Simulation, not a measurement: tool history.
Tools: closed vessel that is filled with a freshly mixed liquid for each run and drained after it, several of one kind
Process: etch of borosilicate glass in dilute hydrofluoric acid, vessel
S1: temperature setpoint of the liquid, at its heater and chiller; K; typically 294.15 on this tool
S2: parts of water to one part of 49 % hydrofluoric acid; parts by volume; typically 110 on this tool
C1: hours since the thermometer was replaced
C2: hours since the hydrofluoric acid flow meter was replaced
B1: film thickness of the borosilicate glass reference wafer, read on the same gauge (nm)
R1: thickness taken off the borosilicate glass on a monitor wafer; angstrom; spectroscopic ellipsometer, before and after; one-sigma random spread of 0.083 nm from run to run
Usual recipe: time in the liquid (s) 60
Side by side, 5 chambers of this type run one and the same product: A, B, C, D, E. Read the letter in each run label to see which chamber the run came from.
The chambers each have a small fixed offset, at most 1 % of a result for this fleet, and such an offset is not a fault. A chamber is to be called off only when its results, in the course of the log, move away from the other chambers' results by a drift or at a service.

run 1B hour=5.0 | S1=294.15 S2=110 time_in_the_liquid_(s)=60 | C1=791.2 C2=255.8 | B1=49.996 | R1=195.16
run 2D hour=8.4 | S1=294.15 S2=110 time_in_the_liquid_(s)=60 | C1=501.0 C2=672.3 | B1=50.006 | R1=194.79
run 3E hour=13.5 | S1=294.15 S2=110 time_in_the_liquid_(s)=60 | C1=623.7 C2=1079.9 | B1=49.990 | R1=197.57
run 4A hour=17.4 | S1=294.15 S2=110 time_in_the_liquid_(s)=60 | C1=2033.3 C2=1032.8 | B1=50.041 | R1=192.27
run 5C hour=21.7 | S1=294.15 S2=110 time_in_the_liquid_(s)=60 | C1=172.6 C2=157.5 | B1=49.983 | R1=196.06
run 6A hour=26.3 | S1=294.15 S2=110 time_in_the_liquid_(s)=60 | C1=2042.2 C2=1041.7 | B1=50.018 | R1=192.71
run 7B hour=30.9 | S1=294.15 S2=110 time_in_the_liquid_(s)=60 | C1=817.1 C2=281.7 | B1=50.004 | R1=193.82
run 8C hour=36.1 | S1=294.15 S2=110 time_in_the_liquid_(s)=60 | C1=187.0 C2=171.9 | B1=50.029 | R1=195.18
run 9D hour=40.8 | S1=294.15 S2=110 time_in_the_liquid_(s)=60 | C1=533.4 C2=704.7 | B1=49.997 | R1=194.71
run 10E hour=45.9 | S1=294.15 S2=110 time_in_the_liquid_(s)=60 | C1=656.1 C2=1112.3 | B1=49.951 | R1=198.30
run 11C hour=49.4 | S1=294.15 S2=110 time_in_the_liquid_(s)=60 | C1=200.3 C2=185.2 | B1=50.008 | R1=194.44
run 12A hour=54.4 | S1=290.15 S2=110 time_in_the_liquid_(s)=60 | C1=2070.3 C2=1069.8 | B1=49.980 | R1=163.95
run 13B hour=57.2 | S1=290.15 S2=110 time_in_the_liquid_(s)=60 | C1=843.4 C2=308.0 | B1=50.014 | R1=164.62
run 14E hour=61.1 | S1=290.15 S2=110 time_in_the_liquid_(s)=60 | C1=671.3 C2=1127.5 | B1=50.002 | R1=167.81
run 15D hour=64.2 | S1=290.15 S2=110 time_in_the_liquid_(s)=60 | C1=556.8 C2=728.1 | B1=50.040 | R1=164.29
run 16D hour=67.0 | S1=290.15 S2=110 time_in_the_liquid_(s)=60 | C1=559.6 C2=730.9 | B1=50.000 | R1=165.49
run 17B hour=71.6 | S1=294.15 S2=160 time_in_the_liquid_(s)=60 | C1=857.8 C2=322.4 | B1=50.035 | R1=127.76
run 18C hour=74.4 | S1=294.15 S2=160 time_in_the_liquid_(s)=60 | C1=225.3 C2=210.2 | B1=49.969 | R1=126.80
run 19E hour=79.3 | S1=294.15 S2=160 time_in_the_liquid_(s)=60 | C1=689.5 C2=1145.7 | B1=50.028 | R1=128.44
run 20A hour=83.8 | S1=294.15 S2=160 time_in_the_liquid_(s)=60 | C1=2099.7 C2=1099.2 | B1=50.031 | R1=125.53
run 21B hour=88.4 | S1=294.15 S2=160 time_in_the_liquid_(s)=60 | C1=874.6 C2=339.2 | B1=50.010 | R1=128.58
run 22C hour=91.4 | S1=294.15 S2=110 time_in_the_liquid_(s)=60 | C1=242.3 C2=227.2 | B1=50.010 | R1=193.47
run 23E hour=96.0 | S1=294.15 S2=110 time_in_the_liquid_(s)=60 | C1=706.2 C2=1162.4 | B1=50.017 | R1=196.90
run 24A hour=99.6 | S1=294.15 S2=110 time_in_the_liquid_(s)=60 | C1=2115.5 C2=1115.0 | B1=50.004 | R1=194.04
run 25D hour=102.8 | S1=294.15 S2=110 time_in_the_liquid_(s)=60 | C1=595.4 C2=766.7 | B1=50.009 | R1=194.67
run 26E hour=106.7 | S1=294.15 S2=110 time_in_the_liquid_(s)=60 | C1=716.9 C2=1173.1 | B1=49.972 | R1=196.76
run 27D hour=111.9 | S1=294.15 S2=110 time_in_the_liquid_(s)=60 | C1=604.5 C2=775.8 | B1=49.994 | R1=194.07
run 28C hour=114.3 | S1=297.65 S2=110 time_in_the_liquid_(s)=40 | C1=265.2 C2=250.1 | B1=49.975 | R1=149.43
run 29A hour=117.6 | S1=297.65 S2=110 time_in_the_liquid_(s)=40 | C1=2133.5 C2=1133.0 | B1=50.013 | R1=147.86
run 30B hour=120.9 | S1=297.65 S2=110 time_in_the_liquid_(s)=40 | C1=907.1 C2=371.7 | B1=50.004 | R1=154.10
run 31D hour=124.0 | S1=297.65 S2=110 time_in_the_liquid_(s)=40 | C1=616.6 C2=787.9 | B1=50.016 | R1=149.95
run 32B hour=129.1 | S1=297.65 S2=110 time_in_the_liquid_(s)=40 | C1=915.3 C2=379.9 | B1=49.981 | R1=154.84
run 33C hour=132.1 | S1=294.15 S2=110 time_in_the_liquid_(s)=60 | C1=283.0 C2=267.9 | B1=49.976 | R1=193.65
run 34E hour=134.8 | S1=294.15 S2=110 time_in_the_liquid_(s)=60 | C1=745.0 C2=1201.2 | B1=49.972 | R1=196.55
run 35A hour=138.9 | S1=294.15 S2=110 time_in_the_liquid_(s)=60 | C1=2154.8 C2=1154.3 | B1=49.963 | R1=192.24
run 36C hour=143.8 | S1=294.15 S2=110 time_in_the_liquid_(s)=60 | C1=294.7 C2=279.6 | B1=50.012 | R1=194.08
run 37D hour=147.1 | S1=294.15 S2=85 time_in_the_liquid_(s)=40 | C1=639.7 C2=811.0 | B1=50.007 | R1=172.80
run 38A hour=151.8 | S1=294.15 S2=85 time_in_the_liquid_(s)=40 | C1=2167.7 C2=1167.2 | B1=49.994 | R1=171.49
run 39E hour=154.9 | S1=294.15 S2=85 time_in_the_liquid_(s)=40 | C1=765.1 C2=1221.3 | B1=49.968 | R1=175.43
run 40B hour=159.2 | S1=294.15 S2=85 time_in_the_liquid_(s)=40 | C1=945.4 C2=410.0 | B1=50.002 | R1=180.64

Next, all 5 chambers run the settings below, one line each with question marks for the results. What does each chamber give?
run 41A hour=163.0 | S1=294.15 S2=90 time_in_the_liquid_(s)=60 | R1=?
run 41B hour=163.0 | S1=294.15 S2=90 time_in_the_liquid_(s)=60 | R1=?
run 41C hour=163.0 | S1=294.15 S2=90 time_in_the_liquid_(s)=60 | R1=?
run 41D hour=163.0 | S1=294.15 S2=90 time_in_the_liquid_(s)=60 | R1=?
run 41E hour=163.0 | S1=294.15 S2=90 time_in_the_liquid_(s)=60 | R1=?

run=41A R1=242.17
run=41B R1=256.82
run=41C R1=241.27
run=41D R1=244.49
run=41E R1=246.94
